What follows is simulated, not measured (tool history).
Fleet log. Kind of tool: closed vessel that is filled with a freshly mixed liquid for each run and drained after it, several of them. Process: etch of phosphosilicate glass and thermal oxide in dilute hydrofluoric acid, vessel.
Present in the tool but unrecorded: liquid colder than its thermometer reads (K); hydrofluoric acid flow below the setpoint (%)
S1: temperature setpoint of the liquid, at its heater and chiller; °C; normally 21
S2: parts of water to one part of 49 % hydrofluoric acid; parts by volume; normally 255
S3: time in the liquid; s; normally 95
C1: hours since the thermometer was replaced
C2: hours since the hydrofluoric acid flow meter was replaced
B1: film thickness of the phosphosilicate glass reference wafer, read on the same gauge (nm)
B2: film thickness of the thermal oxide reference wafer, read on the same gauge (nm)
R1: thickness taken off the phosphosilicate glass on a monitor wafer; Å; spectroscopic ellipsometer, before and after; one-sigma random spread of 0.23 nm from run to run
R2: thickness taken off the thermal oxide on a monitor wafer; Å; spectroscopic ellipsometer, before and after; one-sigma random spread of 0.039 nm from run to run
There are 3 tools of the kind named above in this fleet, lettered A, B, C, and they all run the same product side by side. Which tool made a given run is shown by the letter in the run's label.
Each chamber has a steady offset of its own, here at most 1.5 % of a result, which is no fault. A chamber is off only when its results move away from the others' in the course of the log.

Run 1B, hour 4.3: usual settings; C1 583; C2 571; B1 80.011; B2 109.97. Result: R1 363.29 Å, R2 14.32 Å.
At hour 4.5: chamber B: thermometer replaced.
Run 2A, hour 8.2: usual settings; C1 88.9; C2 74.9; B1 80.005; B2 110.02. Result: R1 362.96 Å, R2 14.003 Å.
Run 3C, hour 11.2: usual settings; C1 645.4; C2 153.6; B1 80.011; B2 110. Result: R1 360.61 Å, R2 13.607 Å.
Run 4A, hour 15.9: usual settings; C1 96.6; C2 82.6; B1 80.016; B2 109.97. Result: R1 359.79 Å, R2 13.784 Å.
Run 5B, hour 20.9: usual settings; C1 16.5; C2 587.6; B1 80.001; B2 110.02. Result: R1 365.34 Å, R2 14.105 Å.
Run 6C, hour 24.9: usual settings; C1 659.1; C2 167.3; B1 79.968; B2 109.98. Result: R1 362.13 Å, R2 14.317 Å.
Run 7C, hour 29.9: usual settings; C1 664.1; C2 172.3; B1 80.035; B2 109.98. Result: R1 361.08 Å, R2 14.58 Å.
Run 8B, hour 33.4: usual settings; C1 29; C2 600.1; B1 80.021; B2 109.97. Result: R1 369.22 Å, R2 14.803 Å.
Run 9A, hour 37: usual settings; C1 117.7; C2 103.7; B1 79.996; B2 110.01. Result: R1 365.51 Å, R2 13.365 Å.
Run 10A, hour 40.3: usual settings; C1 121; C2 107; B1 80.035; B2 109.99. Result: R1 360.77 Å, R2 14.313 Å.
Run 11B, hour 44.3: usual settings; C1 39.9; C2 611; B1 80.072; B2 110. Result: R1 366.12 Å, R2 13.939 Å.
Run 12C, hour 48.9: usual settings; C1 683.1; C2 191.3; B1 80.016; B2 110.03. Result: R1 365.14 Å, R2 15.075 Å.
Run 13B, hour 53.1: usual settings; C1 48.7; C2 619.8; B1 79.992; B2 110.01. Result: R1 367.68 Å, R2 13.917 Å.
Run 14C, hour 58.1: usual settings; C1 692.3; C2 200.5; B1 79.972; B2 110.03. Result: R1 358.52 Å, R2 14.139 Å.
Run 15A, hour 62: usual settings; C1 142.7; C2 128.7; B1 80.009; B2 110.02. Result: R1 363.64 Å, R2 14.853 Å.
Run 16C, hour 66.1: usual settings; C1 700.3; C2 208.5; B1 79.988; B2 110. Result: R1 360.78 Å, R2 14.801 Å.
Run 17B, hour 69.9: usual settings; C1 65.5; C2 636.6; B1 80.052; B2 110.03. Result: R1 369.36 Å, R2 13.532 Å.
Run 18A, hour 75.1: usual settings; C1 155.8; C2 141.8; B1 80.009; B2 109.99. Result: R1 364.7 Å, R2 14.098 Å.
Run 19C, hour 79.5: usual settings but S1 19 °C, S2 370 parts by volume; C1 713.7; C2 221.9; B1 80.048; B2 109.99. Result: R1 208.25 Å, R2 8.4013 Å.
Run 20B, hour 82.6: usual settings but S1 19 °C, S2 370 parts by volume; C1 78.2; C2 649.3; B1 79.956; B2 109.98. Result: R1 213.52 Å, R2 8.5601 Å.
Run 21A, hour 87.4: usual settings but S1 19 °C, S2 370 parts by volume; C1 168.1; C2 154.1; B1 79.93; B2 109.99. Result: R1 207.87 Å, R2 8.027 Å.
Run 22C, hour 91.9: usual settings; C1 726.1; C2 234.3; B1 80.009; B2 110. Result: R1 357.67 Å, R2 13.989 Å.

Decide between three cases: one chamber stands off from its peers, the gauge reading all wafers drifts, or nothing is wrong past each chamber's small offset. Where a chamber is off, say which and what most likely put it there.

Nothing is wrong: each chamber keeps only its own small, steady offset and the gauge holds still.
